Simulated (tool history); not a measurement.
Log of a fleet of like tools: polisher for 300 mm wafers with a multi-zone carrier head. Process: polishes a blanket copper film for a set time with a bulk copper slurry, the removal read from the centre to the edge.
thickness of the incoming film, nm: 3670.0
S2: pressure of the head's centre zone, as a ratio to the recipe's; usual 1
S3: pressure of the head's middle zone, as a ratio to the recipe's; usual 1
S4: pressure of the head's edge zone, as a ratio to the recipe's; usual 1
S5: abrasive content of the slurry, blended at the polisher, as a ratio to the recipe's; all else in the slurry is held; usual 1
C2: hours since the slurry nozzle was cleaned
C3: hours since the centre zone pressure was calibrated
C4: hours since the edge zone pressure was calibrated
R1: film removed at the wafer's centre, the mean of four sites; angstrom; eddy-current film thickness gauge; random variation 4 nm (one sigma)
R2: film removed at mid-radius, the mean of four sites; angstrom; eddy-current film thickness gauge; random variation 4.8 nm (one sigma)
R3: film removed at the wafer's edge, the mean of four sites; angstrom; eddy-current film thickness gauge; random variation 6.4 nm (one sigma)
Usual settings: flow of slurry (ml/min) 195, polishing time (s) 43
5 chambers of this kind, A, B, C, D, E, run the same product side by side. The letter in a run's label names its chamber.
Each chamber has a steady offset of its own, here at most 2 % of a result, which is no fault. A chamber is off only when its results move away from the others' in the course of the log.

Run 1C, hour 12.9: usual settings; wafers polished on this pad 253; C2 208.7; C3 884.1; C4 700.9. Result: R1 5787.3 angstrom, R2 5812.6 angstrom, R3 5767.4 angstrom.
At hour 16.3: chamber D: slurry nozzle cleaned.
At hour 18.8: chamber B: worn pad replaced by a new one.
At hour 21.5: chamber E: worn pad replaced by a new one.
Run 2B, hour 27.6: usual settings; wafers polished on this pad 104; C2 272.9; C3 86.3; C4 273.3. Result: R1 5898.7 angstrom, R2 5711.3 angstrom, R3 5770.5 angstrom.
At hour 34: chamber A: slurry nozzle cleaned.
Run 3E, hour 39.2: usual settings; wafers polished on this pad 210; C2 154.1; C3 122; C4 351.3. Result: R1 5815.7 angstrom, R2 5717.5 angstrom, R3 5719.7 angstrom.
Run 4D, hour 47.4: usual settings; wafers polished on this pad 578; C2 31.1; C3 114.6; C4 361.4. Result: R1 5718.5 angstrom, R2 5750.1 angstrom, R3 5588.5 angstrom.
At hour 52.4: chamber A: worn pad replaced by a new one.
Run 5A, hour 54.5: usual settings; wafers polished on this pad 25; C2 20.5; C3 866.8; C4 356.4. Result: R1 5788.7 angstrom, R2 5793.3 angstrom, R3 5712.7 angstrom.
At hour 60.8: chamber D: worn pad replaced by a new one.
Run 6E, hour 65.8: usual settings; wafers polished on this pad 524; C2 180.7; C3 148.6; C4 377.9. Result: R1 5691.2 angstrom, R2 5847.9 angstrom, R3 5738.4 angstrom.
At hour 67.7: chamber C: worn pad replaced by a new one.
Run 7C, hour 78.5: usual settings; wafers polished on this pad 127; C2 274.3; C3 949.7; C4 766.5. Result: R1 5821.9 angstrom, R2 5833.8 angstrom, R3 5766.4 angstrom.
Run 8A, hour 88.6: usual settings; wafers polished on this pad 428; C2 54.6; C3 900.9; C4 390.5. Result: R1 5896.1 angstrom, R2 5707.4 angstrom, R3 5887 angstrom.
Run 9B, hour 97.6: usual settings but S2 1.06; wafers polished on this pad 930; C2 342.9; C3 156.3; C4 343.3. Result: R1 6208.5 angstrom, R2 5749.8 angstrom, R3 5722.3 angstrom.
At hour 98: chamber E: worn pad replaced by a new one.
Run 10D, hour 107.7: usual settings but S2 1.06; wafers polished on this pad 554; C2 91.4; C3 174.9; C4 421.7. Result: R1 6164.2 angstrom, R2 5784.6 angstrom, R3 5705.9 angstrom.
Run 11B, hour 117.9: usual settings but S2 1.06; wafers polished on this pad 1170; C2 363.2; C3 176.6; C4 363.6. Result: R1 6175.6 angstrom, R2 5811 angstrom, R3 5681.6 angstrom.
At hour 118.8: chamber D: worn pad replaced by a new one.
At hour 121.1: chamber D: edge zone pressure recalibrated.
At hour 128.5: chamber B: worn pad replaced by a new one.
Run 12D, hour 131.4: usual settings but S2 1.06; wafers polished on this pad 149; C2 115.1; C3 198.6; C4 10.3. Result: R1 6074.7 angstrom, R2 5811.2 angstrom, R3 5789.5 angstrom.
At hour 144.1: chamber A: worn pad replaced by a new one.
Run 13A, hour 144.8: usual settings but S2 1.06; wafers polished on this pad 8; C2 110.8; C3 957.1; C4 446.7. Result: R1 6141.2 angstrom, R2 5653.3 angstrom, R3 5882.6 angstrom.
At hour 146.8: chamber C: worn pad replaced by a new one.
Run 14C, hour 158.2: usual settings; wafers polished on this pad 134; C2 354; C3 1029.4; C4 846.2. Result: R1 5795.8 angstrom, R2 5779.1 angstrom, R3 5727.3 angstrom.
At hour 164.1: chamber E: worn pad replaced by a new one.
Run 15E, hour 164.7: usual settings; wafers polished on this pad 7; C2 279.6; C3 247.5; C4 476.8. Result: R1 5724.2 angstrom, R2 5741.7 angstrom, R3 5804.3 angstrom.
Run 16C, hour 173.4: usual settings; wafers polished on this pad 314; C2 369.2; C3 1044.6; C4 861.4. Result: R1 5826.9 angstrom, R2 5765.2 angstrom, R3 5844.1 angstrom.
Run 17D, hour 180.3: usual settings; wafers polished on this pad 726; C2 164; C3 247.5; C4 59.2. Result: R1 5738.9 angstrom, R2 5795.4 angstrom, R3 5607.1 angstrom.
Run 18A, hour 188.1: usual settings; wafers polished on this pad 519; C2 154.1; C3 1000.4; C4 490. Result: R1 5658.8 angstrom, R2 5712.6 angstrom, R3 5797.1 angstrom.
At hour 188.4: chamber D: worn pad replaced by a new one.
Run 19E, hour 202.8: usual settings; wafers polished on this pad 457; C2 317.7; C3 285.6; C4 514.9. Result: R1 5748.5 angstrom, R2 5751.8 angstrom, R3 5783.7 angstrom.
Run 20B, hour 215.1: usual settings; wafers polished on this pad 1023; C2 460.4; C3 273.8; C4 460.8. Result: R1 5802.3 angstrom, R2 5803.9 angstrom, R3 5865.2 angstrom.
At hour 224.4: chamber E: worn pad replaced by a new one.
At hour 226.2: chamber C: worn pad replaced by a new one.
Run 21B, hour 229.4: usual settings; wafers polished on this pad 1192; C2 474.7; C3 288.1; C4 475.1. Result: R1 5825.2 angstrom, R2 5811.7 angstrom, R3 5794.1 angstrom.
At hour 233.9: chamber A: worn pad replaced by a new one.
Run 22A, hour 237.3: usual settings; wafers polished on this pad 40; C2 203.3; C3 1049.6; C4 539.2. Result: R1 5589.4 angstrom, R2 5802.2 angstrom, R3 5799.2 angstrom.
At hour 241.1: chamber B: worn pad replaced by a new one.
Run 23D, hour 250.9: usual settings; wafers polished on this pad 738; C2 234.6; C3 318.1; C4 129.8. Result: R1 5702.6 angstrom, R2 5742.8 angstrom, R3 5669.6 angstrom.
At hour 258.8: chamber A: slurry nozzle cleaned.
At hour 259.3: chamber D: worn pad replaced by a new one.
Run 24C, hour 262.8: usual settings; wafers polished on this pad 432; C2 458.6; C3 1134; C4 950.8. Result: R1 5864.8 angstrom, R2 5852.1 angstrom, R3 5724.5 angstrom.
Run 25E, hour 274: usual settings; wafers polished on this pad 585; C2 388.9; C3 356.8; C4 586.1. Result: R1 5725.2 angstrom, R2 5672.2 angstrom, R3 5805.1 angstrom.
At hour 281.4: chamber C: slurry nozzle cleaned.
Run 26E, hour 288.8: usual settings; wafers polished on this pad 760; C2 403.7; C3 371.6; C4 600.9. Result: R1 5752 angstrom, R2 5743.4 angstrom, R3 5751.1 angstrom.
Run 27B, hour 302.8: usual settings but polishing time (s) 54; wafers polished on this pad 728; C2 548.1; C3 361.5; C4 548.5. Result: R1 7292.5 angstrom, R2 7171.7 angstrom, R3 7250.4 angstrom.
Run 28D, hour 311.1: usual settings but polishing time (s) 54; wafers polished on this pad 612; C2 294.8; C3 378.3; C4 190. Result: R1 7218.6 angstrom, R2 7170.7 angstrom, R3 7042.9 angstrom.
At hour 311.8: chamber C: worn pad replaced by a new one.
At hour 320.6: chamber A: worn pad replaced by a new one.
Run 29C, hour 323.1: usual settings but polishing time (s) 54; wafers polished on this pad 133; C2 41.7; C3 1194.3; C4 1011.1. Result: R1 7203.6 angstrom, R2 7265.1 angstrom, R3 7405.1 angstrom.
Run 30A, hour 334: usual settings but polishing time (s) 54; wafers polished on this pad 158; C2 75.3; C3 1146.3; C4 635.9. Result: R1 6737.5 angstrom, R2 7299.9 angstrom, R3 7250.2 angstrom.

Is one chamber off against the others, does the gauge drift, or is nothing wrong? If a chamber is off, say which, and what the likeliest cause is.

Chamber A drifts away from the others.
Cause: centre zone's pressure below its setpoint, % = 6.58.

Here are 4 candidates for chamber A's next run, each the usual settings with a change, their results left as question marks. Which one brings its results back in line with what the others give on the usual settings?
In line means no further than this from the other chambers' mean on the usual settings: R1 140 angstrom; R2 170 angstrom; R3 220 angstrom
Run 31A-1, hour 344.8: usual settings but S2 0.98, S4 1.01. Result: R1 ?, R2 ?, R3 ?.
Run 31A-2, hour 344.8: usual settings but S2 1.02, S4 0.99. Result: R1 ?, R2 ?, R3 ?.
Run 31A-3, hour 344.8: usual settings but flow of slurry (ml/min) 200, S2 1.06, S4 0.98. Result: R1 ?, R2 ?, R3 ?.
Run 31A-4, hour 344.8: usual settings but flow of slurry (ml/min) 190, S2 0.94, S4 1.02. Result: R1 ?, R2 ?, R3 ?.

The other chambers' mean on the usual settings: R1 5779 angstrom; R2 5764.9 angstrom; R3 5761.3 angstrom
  run      R1      R2      R3
31A-1  5278.3  5746.1  5809.9
31A-2  5517.9  5745.1  5749.1
31A-3  5781.7  5765.3  5734.4
31A-4  5016.5  5724.8  5823.4
31A-3 brings the chamber back in line.
